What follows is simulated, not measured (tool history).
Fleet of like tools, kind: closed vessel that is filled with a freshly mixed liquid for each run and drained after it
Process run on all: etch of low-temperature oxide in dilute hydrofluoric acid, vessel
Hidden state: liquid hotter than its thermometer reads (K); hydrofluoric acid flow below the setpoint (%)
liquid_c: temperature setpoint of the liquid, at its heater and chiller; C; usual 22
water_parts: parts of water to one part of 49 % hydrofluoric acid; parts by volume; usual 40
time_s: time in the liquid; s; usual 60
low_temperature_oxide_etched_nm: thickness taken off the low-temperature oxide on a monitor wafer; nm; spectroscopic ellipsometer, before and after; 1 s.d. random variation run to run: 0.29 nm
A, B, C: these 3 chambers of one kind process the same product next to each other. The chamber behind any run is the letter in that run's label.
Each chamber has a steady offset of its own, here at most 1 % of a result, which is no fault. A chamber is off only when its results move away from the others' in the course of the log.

run,hour,liquid_c,water_parts,time_s,hours since the thermometer was replaced,hours since the hydrofluoric acid flow meter was replaced,"read-back film thickness of the low-temperature oxide reference wafer, read on the same gauge (nm)",low_temperature_oxide_etched_nm
1C,14.3,22,40,60,352,159.6,29.989,47.76
2B,25.4,22,40,60,1910.3,1249.9,30.021,47.344
3A,33.7,22,40,60,174.9,394.8,30.024,46.159
4A,44.8,22,40,60,186,405.9,29.975,46.915
5B,53.5,22,40,60,1938.4,1278,29.992,47.028
6C,62.2,22,40,60,399.9,207.5,30.009,47.933
7A,74.9,22,40,60,216.1,436,29.995,47.256
8B,86.7,22,40,60,1971.6,1311.2,30.003,46.935
9C,97.6,22,40,60,435.3,242.9,30.009,47.965
10C,107.6,26.5,60,60,445.3,252.9,29.997,37.237
11A,119.9,26.5,60,60,261.1,481,30.041,36.545
12B,132.1,26.5,60,60,2017,1356.6,30.014,36.651
13C,142,22,40,60,479.7,287.3,29.961,47.425
14B,150.6,22,40,60,2035.5,1375.1,30.012,46.845
15A,162.5,22,40,60,303.7,523.6,29.978,47.071
16B,169.5,22,40,60,2054.4,1394,29.928,46.687
17C,177,22,25,60,514.7,322.3,30.047,77.376
18A,185,22,25,60,326.2,546.1,30.018,76.304
19B,193.4,22,25,60,2078.3,1417.9,30.011,76.335
20C,204.4,17,40,40,542.1,349.7,29.999,25.63

Predict what each chamber gives when all 3 of them run the settings below next.
21A,216,22,40,80,,,,?
21B,216,22,40,80,,,,?
21C,216,22,40,80,,,,?

run,low_temperature_oxide_etched_nm
21A,62.93
21B,62.937
21C,63.832

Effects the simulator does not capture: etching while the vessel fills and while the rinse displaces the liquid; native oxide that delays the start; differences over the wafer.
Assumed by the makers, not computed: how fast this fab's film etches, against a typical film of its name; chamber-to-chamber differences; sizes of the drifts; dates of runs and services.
